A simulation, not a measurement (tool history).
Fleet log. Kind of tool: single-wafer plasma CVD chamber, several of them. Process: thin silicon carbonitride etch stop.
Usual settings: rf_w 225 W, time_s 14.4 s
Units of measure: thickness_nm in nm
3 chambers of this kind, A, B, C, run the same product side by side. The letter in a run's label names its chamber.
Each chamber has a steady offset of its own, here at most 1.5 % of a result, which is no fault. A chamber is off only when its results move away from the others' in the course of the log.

run,hour,rf_w,time_s,"read-back reference wafer on the same gauge, thickness_nm",thickness_nm
# hour 9.7: chamber B: thermocouple changed; heater temperature recalibrated
1A,9.9,225,14.4,7.7548,8.4406
2B,19.4,225,14.4,7.7449,8.5873
3C,26.9,225,14.4,7.756,8.5409
4B,39.7,225,14.4,7.7466,8.6472
5C,49.4,225,14.4,7.748,8.4464
6A,64.8,225,14.4,7.7484,8.496
7C,75.4,225,14.4,7.7496,8.5051
8B,82.8,225,14.4,7.7494,8.6036
9A,91.2,225,14.4,7.7483,8.4521
10B,102.3,225,14.4,7.7487,8.6277
11C,113.1,225,14.4,7.751,8.4785
12A,121.5,225,14.4,7.7486,8.4449
13B,135.8,225,14.4,7.7477,8.6007
14C,147.1,225,14.4,7.7505,8.4724
15A,160,225,14.4,7.7475,8.4387
16A,171.4,225,14.4,7.7502,8.4352
17C,182.7,190,12.2,7.7487,6.8423
18B,191.1,190,12.2,7.7571,6.9392
# hour 193: chamber A: thermocouple changed; heater temperature recalibrated
19B,203,190,12.2,7.7554,6.9437
20C,214.9,225,14.4,7.7503,8.5193
21A,222.9,225,14.4,7.7406,8.4158
22C,234.8,225,14.4,7.7458,8.5036
23B,250.1,225,14.4,7.7459,8.5998
24A,264.5,205,14.4,7.7492,8.2032
25C,274.1,205,14.4,7.7459,8.3029
26B,284.8,205,14.4,7.7465,8.3647
27A,299.7,225,14.4,7.7472,8.4511
28B,312.7,225,13.1,7.7464,7.8369
29C,325.1,225,13.1,7.7467,7.7791
30A,334.5,225,13.1,7.753,7.6993
31A,348.9,205,17,7.7531,9.6782
32B,359.4,205,17,7.75,9.8501
33C,369.1,205,17,7.748,9.773
# hour 374.1: chamber C: RF generator calibrated
34C,384.5,225,14.4,7.7499,8.5381
35B,394.5,225,14.4,7.7454,8.6017
36A,409.5,190,12.2,7.7478,6.8254
37B,425,190,12.2,7.7461,6.9107
38A,432.2,190,12.2,7.7514,6.7858
39C,442.3,260,12.2,7.75,7.5288
40A,454.8,260,12.2,7.7478,7.4755
41C,468,260,12.2,7.7464,7.5554

What goes on in this fleet: one chamber off, a drifting gauge, or nothing beyond the chambers' own small offsets? Name the chamber and the cause, if any.

Beyond each chamber's small constant offset nothing stands out, and the gauge stays steady.
